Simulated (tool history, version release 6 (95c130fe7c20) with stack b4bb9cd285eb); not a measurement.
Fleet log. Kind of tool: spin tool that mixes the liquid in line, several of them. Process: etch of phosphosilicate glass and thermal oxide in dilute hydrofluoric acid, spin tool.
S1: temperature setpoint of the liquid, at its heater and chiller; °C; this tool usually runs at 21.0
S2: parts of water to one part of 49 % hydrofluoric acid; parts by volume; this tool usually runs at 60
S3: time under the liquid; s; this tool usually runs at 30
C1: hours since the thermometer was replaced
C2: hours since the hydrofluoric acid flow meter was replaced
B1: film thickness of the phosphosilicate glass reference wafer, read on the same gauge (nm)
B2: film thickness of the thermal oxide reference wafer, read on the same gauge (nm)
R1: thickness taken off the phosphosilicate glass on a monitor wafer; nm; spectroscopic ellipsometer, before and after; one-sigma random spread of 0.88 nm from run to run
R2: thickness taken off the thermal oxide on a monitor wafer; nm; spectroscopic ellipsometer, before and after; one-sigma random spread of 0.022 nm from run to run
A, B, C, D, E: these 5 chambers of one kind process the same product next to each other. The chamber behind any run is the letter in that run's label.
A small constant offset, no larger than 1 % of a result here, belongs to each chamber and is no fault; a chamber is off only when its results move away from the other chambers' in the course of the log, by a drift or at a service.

run	day	S1	S2	S3	C1	C2	B1	B2	R1	R2
1A	0.425	21.0	60	30	22.1	1614.8	60.004	90.011	92.975	2.0487
2C	0.671	21.0	60	30	1227.4	252.6	60.045	90.001	93.303	2.0625
3E	0.958	21.0	60	30	1773.9	349.4	60.007	89.999	93.052	2.0373
4D	1.346	21.0	60	30	1881.5	847.1	60.017	90.011	91.270	2.0478
5B	1.608	21.0	60	30	294.0	1458.4	59.998	89.997	92.804	2.0689
6B	2.050	21.0	60	30	304.6	1469.0	60.003	89.987	92.569	2.0004
7E	2.408	21.0	60	30	1808.7	384.2	60.007	89.999	93.820	2.0256
8A	2.825	21.0	60	30	79.7	1672.4	60.033	90.001	92.633	2.0431
9C	3.262	21.0	60	30	1289.6	314.8	60.038	90.016	93.453	2.0766
10D	3.738	22.5	60	30	1938.9	904.5	59.984	89.994	97.976	2.1756
11E	4.233	22.5	60	30	1852.5	428.0	59.993	89.991	98.844	2.1573
12B	4.458	22.5	60	30	362.4	1526.8	59.986	89.993	98.008	2.2117
13D	4.758	22.5	60	30	1963.4	929.0	60.003	89.999	96.886	2.2413
# day 5.112: chamber A: hydrofluoric acid flow meter replaced
14C	5.154	22.5	60	30	1335.0	360.2	59.991	90.007	100.870	2.1828
# day 5.492: chamber C: hydrofluoric acid flow meter replaced
15A	5.538	21.0	60	30	144.8	10.3	59.991	89.995	92.951	2.0674
16B	5.779	21.0	60	30	394.1	1558.5	60.028	90.001	92.052	2.0297
17E	6.167	21.0	60	30	1898.9	474.4	60.015	90.009	93.483	2.0429
18D	6.575	21.0	60	30	2007.0	972.6	59.972	90.005	90.672	2.0734
19A	6.904	21.0	60	30	177.6	43.1	60.001	89.983	92.396	2.0644
20C	7.429	21.0	60	30	1389.6	46.6	60.002	90.007	93.230	2.0439
21A	7.821	21.0	60	20	199.6	65.1	60.027	90.020	61.757	1.3623
22B	8.142	21.0	60	20	450.8	1615.2	59.978	89.989	61.378	1.3543
23D	8.583	21.0	60	20	2055.2	1020.8	59.976	90.004	62.361	1.3650
24C	9.071	21.0	60	20	1429.0	86.0	59.993	89.988	61.860	1.3680
25E	9.562	21.0	60	20	1980.4	555.9	60.005	90.026	62.046	1.3460
26D	9.867	21.0	60	30	2086.0	1051.6	60.007	89.997	91.427	2.0363
27C	10.200	21.0	60	30	1456.1	113.1	59.995	90.013	93.813	2.1089
28A	10.542	21.0	60	30	264.9	130.4	59.979	90.000	91.738	2.0655
29B	10.938	21.0	60	30	517.9	1682.3	59.998	89.989	92.994	2.0387
30E	11.250	18.0	60	40	2020.9	596.4	59.997	90.017	107.980	2.3926
31D	11.504	18.0	60	40	2125.3	1090.9	59.956	89.993	108.120	2.4584
32A	11.971	18.0	60	40	299.2	164.7	59.974	89.994	108.480	2.4600
33E	12.371	18.0	60	40	2047.8	623.3	59.986	89.994	108.230	2.3680
34B	12.638	18.0	60	40	558.7	1723.1	60.026	90.016	109.800	2.4075
35C	13.025	21.0	60	30	1523.9	180.9	60.007	90.004	92.869	2.0572
36B	13.433	25.5	60	30	577.8	1742.2	60.018	90.001	113.630	2.5019

Read the log: is a single chamber off, either drifting away or since a service, is the gauge that measures every chamber drifting, or is nothing wrong beyond small per-chamber offsets? Name any odd chamber and what most likely caused it.

The fleet is healthy, with each chamber sitting at its usual small offset and no drift in the gauge.
